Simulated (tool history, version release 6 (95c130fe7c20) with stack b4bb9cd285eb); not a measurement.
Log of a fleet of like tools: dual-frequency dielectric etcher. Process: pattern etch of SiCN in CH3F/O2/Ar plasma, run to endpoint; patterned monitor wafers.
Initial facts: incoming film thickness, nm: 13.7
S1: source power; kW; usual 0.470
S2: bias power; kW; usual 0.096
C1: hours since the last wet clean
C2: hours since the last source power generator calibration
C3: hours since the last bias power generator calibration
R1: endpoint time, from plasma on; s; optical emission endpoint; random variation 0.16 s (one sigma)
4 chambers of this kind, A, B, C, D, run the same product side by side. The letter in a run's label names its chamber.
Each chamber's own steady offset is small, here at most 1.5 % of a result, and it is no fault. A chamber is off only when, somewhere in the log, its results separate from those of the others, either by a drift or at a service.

Run 1D, hour 4.9: usual settings; C1 65.2; C2 3354.8; C3 1134.4. Result: R1 30.452 s.
Run 2B, hour 7.9: usual settings; C1 221.9; C2 97.1; C3 4075.6. Result: R1 30.924 s.
Run 3A, hour 13.7: usual settings; C1 339.7; C2 88.9; C3 1983.1. Result: R1 31.105 s.
Run 4C, hour 16.6: usual settings; C1 94.3; C2 1881.7; C3 2826.3. Result: R1 30.872 s.
Run 5D, hour 23.0: usual settings; C1 83.3; C2 3372.9; C3 1152.5. Result: R1 30.619 s.
Run 6B, hour 26.1: usual settings; C1 240.1; C2 115.3; C3 4093.8. Result: R1 30.963 s.
Run 7A, hour 31.3: usual settings; C1 357.3; C2 106.5; C3 2000.7. Result: R1 30.291 s.
Run 8C, hour 34.8: usual settings; C1 112.5; C2 1899.9; C3 2844.5. Result: R1 30.785 s.
At hour 38.2: chamber C: source power generator calibrated.
Run 9C, hour 41.1: usual settings; C1 118.8; C2 2.9; C3 2850.8. Result: R1 30.724 s.
Run 10D, hour 46.0: usual settings but S2 0.106 kW; C1 106.3; C2 3395.9; C3 1175.5. Result: R1 29.119 s.
Run 11A, hour 50.2: usual settings but S2 0.106 kW; C1 376.2; C2 125.4; C3 2019.6. Result: R1 29.541 s.
Run 12B, hour 54.8: usual settings but S2 0.106 kW; C1 268.8; C2 144.0; C3 4122.5. Result: R1 29.480 s.
Run 13D, hour 60.4: usual settings but S2 0.106 kW; C1 120.7; C2 3410.3; C3 1189.9. Result: R1 29.735 s.
Run 14C, hour 66.3: usual settings; C1 144.0; C2 28.1; C3 2876.0. Result: R1 30.789 s.
Run 15B, hour 69.4: usual settings; C1 283.4; C2 158.6; C3 4137.1. Result: R1 30.124 s.
Run 16A, hour 74.8: usual settings; C1 400.8; C2 150.0; C3 2044.2. Result: R1 30.914 s.
Run 17A, hour 78.8: usual settings; C1 404.8; C2 154.0; C3 2048.2. Result: R1 30.688 s.
Run 18B, hour 83.0: usual settings; C1 297.0; C2 172.2; C3 4150.7. Result: R1 29.758 s.
Run 19C, hour 86.7: usual settings; C1 164.4; C2 48.5; C3 2896.4. Result: R1 30.647 s.
Run 20D, hour 91.7: usual settings but S1 0.520 kW; C1 152.0; C2 3441.6; C3 1221.2. Result: R1 29.551 s.
Run 21D, hour 96.5: usual settings but S1 0.520 kW; C1 156.8; C2 3446.4; C3 1226.0. Result: R1 29.049 s.
Run 22A, hour 101.2: usual settings but S1 0.520 kW; C1 427.2; C2 176.4; C3 2070.6. Result: R1 29.617 s.
At hour 105.3: chamber A: wet clean of the chamber.
Run 23B, hour 107.2: usual settings but S1 0.520 kW; C1 321.2; C2 196.4; C3 4174.9. Result: R1 28.455 s.
Run 24C, hour 113.0: usual settings; C1 190.7; C2 74.8; C3 2922.7. Result: R1 30.813 s.
Run 25D, hour 116.7: usual settings; C1 177.0; C2 3466.6; C3 1246.2. Result: R1 30.528 s.
Run 26A, hour 121.8: usual settings; C1 16.5; C2 197.0; C3 2091.2. Result: R1 30.699 s.

Is one chamber off against the others, does the gauge drift, or is nothing wrong? If a chamber is off, say which, and what the likeliest cause is.

One chamber, B, drifts off from the rest bit by bit.
Cause: etch rate over this chamber's usual, % = 5.36.

Which of the 4 candidates below, each the usual settings with something changed and its results left as question marks, puts chamber B back in line with what the other chambers give on the usual settings?
Maximum distance from the other chambers' mean on the usual settings for a result to count as in line: R1 0.540 s
Run 27B-1, hour 126.6: usual settings but S2 0.107 kW. Result: R1 ?.
Run 27B-2, hour 126.6: usual settings but S2 0.122 kW. Result: R1 ?.
Run 27B-3, hour 126.6: usual settings but S1 0.410 kW, S2 0.085 kW. Result: R1 ?.
Run 27B-4, hour 126.6: usual settings but S1 0.440 kW, S2 0.091 kW. Result: R1 ?.

On the usual settings, the other chambers give on average: R1 30.701 s
  run      R1
27B-1  28.184
27B-2  26.792
27B-3  32.353
27B-4  30.712
Change 27B-4 lands the chamber within the allowed miss of the other chambers.

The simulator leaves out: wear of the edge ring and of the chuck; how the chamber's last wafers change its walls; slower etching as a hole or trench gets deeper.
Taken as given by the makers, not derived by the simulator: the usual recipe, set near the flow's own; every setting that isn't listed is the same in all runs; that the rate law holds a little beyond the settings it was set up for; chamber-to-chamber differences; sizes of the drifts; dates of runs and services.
